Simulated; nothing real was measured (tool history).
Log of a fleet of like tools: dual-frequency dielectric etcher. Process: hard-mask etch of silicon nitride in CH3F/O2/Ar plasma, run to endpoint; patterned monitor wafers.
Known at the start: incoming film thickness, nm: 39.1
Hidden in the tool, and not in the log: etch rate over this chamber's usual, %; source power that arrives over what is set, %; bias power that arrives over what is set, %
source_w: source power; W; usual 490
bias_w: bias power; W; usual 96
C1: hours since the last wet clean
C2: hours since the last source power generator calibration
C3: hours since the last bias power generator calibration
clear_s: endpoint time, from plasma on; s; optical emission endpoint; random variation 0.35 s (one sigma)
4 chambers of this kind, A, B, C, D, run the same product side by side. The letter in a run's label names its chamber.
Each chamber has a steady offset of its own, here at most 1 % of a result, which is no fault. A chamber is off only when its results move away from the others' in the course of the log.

run 1D day=0.229 | source_w=490 bias_w=96 | C1=43.4 C2=1219.5 C3=1076.6 | clear_s=47.687
run 2B day=0.388 | source_w=490 bias_w=96 | C1=286.8 C2=1273.9 C3=1024 | clear_s=46.903
run 3A day=0.546 | source_w=490 bias_w=96 | C1=30.4 C2=2167.5 C3=2987 | clear_s=48.191
run 4C day=0.842 | source_w=490 bias_w=96 | C1=253.7 C2=2868.5 C3=949.7 | clear_s=46.856
run 5B day=1.075 | source_w=490 bias_w=96 | C1=303.3 C2=1290.4 C3=1040.5 | clear_s=46.907
run 6D day=1.338 | source_w=490 bias_w=96 | C1=70 C2=1246.1 C3=1103.2 | clear_s=47.242
run 7A day=1.483 | source_w=490 bias_w=96 | C1=52.9 C2=2190 C3=3009.5 | clear_s=47.552
run 8C day=1.762 | source_w=450 bias_w=116 | C1=275.8 C2=2890.6 C3=971.8 | clear_s=45.566
run 9C day=1.962 | source_w=450 bias_w=116 | C1=280.6 C2=2895.4 C3=976.6 | clear_s=45.025
run 10B day=2.167 | source_w=450 bias_w=116 | C1=329.5 C2=1316.6 C3=1066.7 | clear_s=45.214
run 11D day=2.396 | source_w=450 bias_w=116 | C1=95.4 C2=1271.5 C3=1128.6 | clear_s=45.198
run 12A day=2.642 | source_w=440 bias_w=111 | C1=80.7 C2=2217.8 C3=3037.3 | clear_s=47.698
run 13B day=2.833 | source_w=440 bias_w=111 | C1=345.5 C2=1332.6 C3=1082.7 | clear_s=46.25
run 14D day=3.138 | source_w=440 bias_w=111 | C1=113.2 C2=1289.3 C3=1146.4 | clear_s=47.666
run 15C day=3.408 | source_w=440 bias_w=111 | C1=315.3 C2=2930.1 C3=1011.3 | clear_s=47.082
run 16A day=3.629 | source_w=490 bias_w=96 | C1=104.4 C2=2241.5 C3=3061 | clear_s=47.996
run 17A day=3.904 | source_w=490 bias_w=96 | C1=111 C2=2248.1 C3=3067.6 | clear_s=47.939
run 18B day=4.108 | source_w=490 bias_w=96 | C1=376.1 C2=1363.2 C3=1113.3 | clear_s=47.513
run 19D day=4.304 | source_w=490 bias_w=96 | C1=141.2 C2=1317.3 C3=1174.4 | clear_s=47.711
run 20C day=4.483 | source_w=490 bias_w=96 | C1=341.1 C2=2955.9 C3=1037.1 | clear_s=47.094
run 21A day=4.65 | source_w=490 bias_w=96 | C1=128.9 C2=2266 C3=3085.5 | clear_s=47.875
run 22C day=4.862 | source_w=490 bias_w=82 | C1=350.2 C2=2965 C3=1046.2 | clear_s=49.475
-- day=4.883 chamber C: wet clean of the chamber
run 23B day=5.004 | source_w=490 bias_w=82 | C1=397.6 C2=1384.7 C3=1134.8 | clear_s=49.89
run 24D day=5.196 | source_w=490 bias_w=82 | C1=162.6 C2=1338.7 C3=1195.8 | clear_s=50.3
run 25C day=5.429 | source_w=490 bias_w=82 | C1=13.1 C2=2978.6 C3=1059.8 | clear_s=49.424
run 26B day=5.712 | source_w=490 bias_w=96 | C1=414.6 C2=1401.7 C3=1151.8 | clear_s=47.352
run 27A day=5.992 | source_w=490 bias_w=96 | C1=161.1 C2=2298.2 C3=3117.7 | clear_s=47.928
run 28D day=6.267 | source_w=490 bias_w=96 | C1=188.3 C2=1364.4 C3=1221.5 | clear_s=47.61

What goes on in this fleet: one chamber off, a drifting gauge, or nothing beyond the chambers' own small offsets? Name the chamber and the cause, if any.

No chamber stands off beyond its own small offset, and the gauge holds steady.
